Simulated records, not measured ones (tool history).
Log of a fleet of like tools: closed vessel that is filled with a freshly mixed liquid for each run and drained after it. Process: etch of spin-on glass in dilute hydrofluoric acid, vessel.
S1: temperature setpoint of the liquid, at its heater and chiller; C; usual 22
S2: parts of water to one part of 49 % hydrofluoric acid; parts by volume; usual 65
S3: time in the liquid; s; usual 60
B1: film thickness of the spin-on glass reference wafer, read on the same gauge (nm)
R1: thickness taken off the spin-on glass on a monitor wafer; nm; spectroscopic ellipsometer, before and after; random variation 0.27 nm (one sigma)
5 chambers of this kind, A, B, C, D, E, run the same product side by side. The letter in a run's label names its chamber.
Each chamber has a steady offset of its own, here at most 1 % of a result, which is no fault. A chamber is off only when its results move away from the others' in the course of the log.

run	hour	S1	S2	S3	B1	R1
1D	6.7	22	65	60	79.991	41.085
2A	13.2	22	65	60	80.002	41.094
3B	20.6	22	65	60	79.997	41.684
4E	26.6	22	65	60	79.966	42.007
5C	32	22	65	60	79.996	41.399
6C	36.6	22	65	60	80.008	41.421
7B	43.6	26.5	80	60	80.032	39.669
8A	51.8	26.5	80	60	80.007	39.342
9E	58.5	26.5	80	60	80	39.871
10D	67.5	26.5	80	60	80.012	39.517
11E	71.5	26.5	80	60	80.013	40.135
12B	77.2	22	65	60	79.981	41.826
13D	82.9	22	65	60	80.026	41.233
14A	88.7	22	65	60	80.018	40.866
15C	95.6	22	65	60	79.979	41.436
16C	100.5	22	65	60	79.981	41.32
17E	106.1	22	65	60	80.011	41.86
18B	114.8	22	75	40	80.02	23.806
19D	120.6	22	75	40	79.96	23.74
20A	129	22	75	40	79.977	24.264
21B	138.2	22	75	40	79.952	23.529
# hour 140.1: chamber E: thermometer replaced
22E	144.6	22	75	40	79.97	23.694
23D	150.4	22	65	60	80.013	41.819
24A	157.5	22	65	60	80.037	42.859
25C	162.1	22	65	60	80.028	40.859
26B	170.1	22	65	60	79.998	41.819
27D	177.5	22	65	60	79.992	40.787
28C	185.7	22	65	60	80.023	41.013
29A	193.5	27	65	60	80.036	53.843
30E	199	27	65	60	80.003	50.888
31C	207.7	27	65	60	80.017	50.27

Is one chamber off against the others, does the gauge drift, or is nothing wrong? If a chamber is off, say which, and what the likeliest cause is.

Chamber A drifts away from the others.
Cause: liquid hotter than its thermometer reads (K) = 2.16.
The log may not tell that from: hydrofluoric acid flow above the setpoint (%).

Here are 4 candidates for chamber A's next run, each the usual settings with a change, their results left as question marks. Which one brings its results back in line with what the others give on the usual settings?
In line means no further than this from the other chambers' mean on the usual settings: R1 0.95 nm
32A-1	214.3	23	65	60		?
32A-2	214.3	21	65	60		?
32A-3	214.3	22	65	65		?
32A-4	214.3	22	70	60		?

The other chambers' mean on the usual settings: R1 41.482 nm
run	R1
32A-1	46.506
32A-2	42.912
32A-3	48.404
32A-4	41.176
32A-4 brings the chamber back in line.
